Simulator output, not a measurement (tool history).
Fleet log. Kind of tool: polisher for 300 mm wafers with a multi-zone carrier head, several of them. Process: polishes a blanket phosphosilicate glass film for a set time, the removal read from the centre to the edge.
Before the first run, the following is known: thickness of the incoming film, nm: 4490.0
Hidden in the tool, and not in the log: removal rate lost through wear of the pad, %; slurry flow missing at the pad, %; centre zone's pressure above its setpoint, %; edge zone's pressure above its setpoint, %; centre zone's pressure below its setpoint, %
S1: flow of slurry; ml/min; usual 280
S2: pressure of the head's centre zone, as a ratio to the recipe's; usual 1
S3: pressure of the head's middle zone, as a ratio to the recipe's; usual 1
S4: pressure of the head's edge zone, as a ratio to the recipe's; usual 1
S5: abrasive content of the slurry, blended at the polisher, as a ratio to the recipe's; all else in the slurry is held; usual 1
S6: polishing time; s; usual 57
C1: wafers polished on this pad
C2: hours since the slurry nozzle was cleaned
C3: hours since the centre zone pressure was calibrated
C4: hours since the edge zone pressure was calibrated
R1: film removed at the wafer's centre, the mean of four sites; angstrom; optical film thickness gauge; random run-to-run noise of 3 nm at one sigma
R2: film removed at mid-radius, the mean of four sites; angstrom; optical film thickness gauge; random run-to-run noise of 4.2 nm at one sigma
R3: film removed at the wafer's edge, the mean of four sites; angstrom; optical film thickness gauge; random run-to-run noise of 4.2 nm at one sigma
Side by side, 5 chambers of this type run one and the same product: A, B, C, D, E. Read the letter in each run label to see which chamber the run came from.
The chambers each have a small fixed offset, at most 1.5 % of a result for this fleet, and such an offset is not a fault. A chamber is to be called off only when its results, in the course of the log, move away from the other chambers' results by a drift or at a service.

run   hour   S1    S2  S3  S4  S5  S6    C1     C2     C3     C4      R1      R2      R3
       1.7  -- chamber E: worn pad replaced by a new one
 1D    4.6  280     1   1   1   1  57   126  432.5  606.5  427.1  4174.3  4134.2  4134.8
      13.2  -- chamber B: slurry nozzle cleaned
      14.3  -- chamber C: worn pad replaced by a new one
 2C   14.9  280     1   1   1   1  57     5  155.4  574.9  314.4  4152.3  4126.6  4160.7
 3A   23.2  280     1   1   1   1  57   559    597  453.2  431.4  4125.5  4205.4  4121.2
 4E   32.2  280     1   1   1   1  57   289  487.7  447.4  517.6  4095.9  4163.8  4134.2
 5B   37.9  280     1   1   1   1  57   448   24.7  866.7  615.6  4113.3    4043  4139.8
 6B   48.1  280     1   1   1   1  57   545   34.9  876.9  625.8  4078.8  4057.2  4245.1
      57.2  -- chamber E: worn pad replaced by a new one
 7D   57.7  280     1   1   1   1  57   628  485.6  659.6  480.2  4162.3  4036.6  4048.6
 8E   62.8  280     1   1   1   1  57    53  518.3    478  548.2  4082.2  4154.8  4104.6
      68.2  -- chamber A: worn pad replaced by a new one
      70.5  -- chamber D: worn pad replaced by a new one
 9C   71.2  280     1   1   1   1  57   538  211.7  631.2  370.7  4091.4  4100.9    4094
10A   79.3  280     1   1   1   1  57   105  653.1  509.3  487.5  4141.3  4081.8  4172.7
      83.3  -- chamber E: slurry nozzle cleaned
11D   88.3  280     1   1   1   1  57   168  516.2  690.2  510.8  4242.1  4187.7  4081.6
      92.5  -- chamber A: edge zone pressure recalibrated
      92.9  -- chamber E: edge zone pressure recalibrated
12B   93.7  280     1   1   1   1  57   976   80.5  922.5  671.4  4092.6  4077.2    4095
        96  -- chamber E: centre zone pressure recalibrated
      96.8  -- chamber B: worn pad replaced by a new one
13A  100.7  280  0.92   1   1   1  57   307  674.5  530.7    8.2  3771.5  4178.3  4153.3
14E  105.7  280  0.92   1   1   1  57   458   22.4    9.8   12.8  3753.2  4209.7  4090.1
15C  114.6  280  0.92   1   1   1  57   948  255.1  674.6  414.1  3722.4  4138.2  4120.8
     119.2  -- chamber E: worn pad replaced by a new one
16E  120.3  280  0.92   1   1   1  57    11     37   24.4   27.4  3743.9  4143.6  4062.1
17B  125.5  280  0.92   1   1   1  57   271  112.3  954.3  703.2  3742.3  4059.4  4174.7
     130.8  -- chamber B: centre zone pressure recalibrated
18A    132  280     1   1   1   1  57   603  705.8    562   39.5  4067.5  4162.4  4098.3
     136.1  -- chamber C: slurry nozzle cleaned
19D  140.4  280     1   1   1   1  57   661  568.3  742.3  562.9  4085.9  4045.5    4023
20C  146.7  280     1   1   1   1  57  1252   10.7  706.7  446.2    4100  4052.1  4206.6
     150.4  -- chamber D: worn pad replaced by a new one
21B  155.7  280     1   1   1   1  57   557  142.5   24.9  733.4  4148.1  4000.9  4180.2
22D  161.6  200     1   1   1   1  57   106  589.5  763.5  584.1  3983.4  3968.4  4008.4
     169.8  -- chamber A: centre zone pressure recalibrated
23C  171.1  200     1   1   1   1  57  1482   35.1  731.1  470.6  3924.5  3967.5  3999.1
     173.3  -- chamber E: worn pad replaced by a new one
24E  177.8  200     1   1   1   1  57    43   94.5   81.9   84.9  3879.8  3907.7  3915.1
     185.1  -- chamber C: worn pad replaced by a new one
     187.4  -- chamber A: worn pad replaced by a new one
     188.1  -- chamber D: centre zone pressure recalibrated
25A  188.2  200     1   1   1   1  57     8    762   18.4   95.7  3962.6  3962.3  3990.1
     189.2  -- chamber D: slurry nozzle cleaned
26C    196  200     1   1   1   1  57   103     60    756  495.5  3925.4  3997.2  3951.7
27E  200.6  280     1   1   1   1  57   258  117.3  104.7  107.7  4073.7  4119.9  4108.5
28D  206.7  280     1   1   1   1  75   532   17.5   18.7  629.2  5994.5  5424.9  5374.4
29A  211.4  280     1   1   1   1  75   227  785.2   41.6  118.9  5478.9  5516.2  5430.5
30B  217.7  280     1   1   1   1  75  1143  204.5   86.9  795.4  5423.4  5334.9  5414.6
     218.5  -- chamber B: worn pad replaced by a new one
     219.9  -- chamber A: slurry nozzle cleaned
31B  223.5  280     1   1   1   1  75    47  210.3   92.7  801.2  5412.8  5408.2  5382.5
32C  228.2  280     1   1   1   1  75   407   92.2  788.2  527.7  5451.8  5387.9  5384.9
     232.3  -- chamber D: worn pad replaced by a new one
33E  233.8  280     1   1   1   1  57   572  150.5  137.9  140.9  4062.9  4138.1  4085.2
     237.7  -- chamber E: worn pad replaced by a new one
34D  244.5  280     1   1   1   1  57   115   55.3   56.5    667  4530.1  4087.8  4103.5
35A  251.5  280     1   1   1   1  57   606   31.6   81.7    159  4107.8  4166.4  4052.6
36A  257.4  280     1   1   1   1  57   662   37.5   87.6  164.9    4109  4193.3  4113.9
37B    262  330     1   1   1   1  57   411  248.8  131.2  839.7  4138.4  4135.6  4134.2
38D  269.2  330     1   1   1   1  57   349     80   81.2  691.7  4637.7  4139.9  4188.4
39C  278.7  330     1   1   1   1  57   885  142.7  838.7  578.2    4245  4210.6  4136.3
40E  284.1  330     1   1   1   1  57   439  200.8  188.2  191.2  4167.9  4294.5  4179.1
41A  293.5  330     1   1   1   1  57  1003   73.6  123.7    201  4217.6  4291.2  4117.6

Next, all 5 chambers run the settings below, one line each with question marks for the results. What does each chamber give?
42A  301.1  280   1   1   1   1  57                   ?   ?   ?
42B  301.1  280   1   1   1   1  57                   ?   ?   ?
42C  301.1  280   1   1   1   1  57                   ?   ?   ?
42D  301.1  280   1   1   1   1  57                   ?   ?   ?
42E  301.1  280   1   1   1   1  57                   ?   ?   ?

run      R1      R2      R3
42A  4147.6  4237.4  4129.8
42B    4076  4118.7  4152.7
42C  4178.9  4093.5  4071.1
42D  4552.6  4081.1  4091.2
42E    4144    4172  4096.3
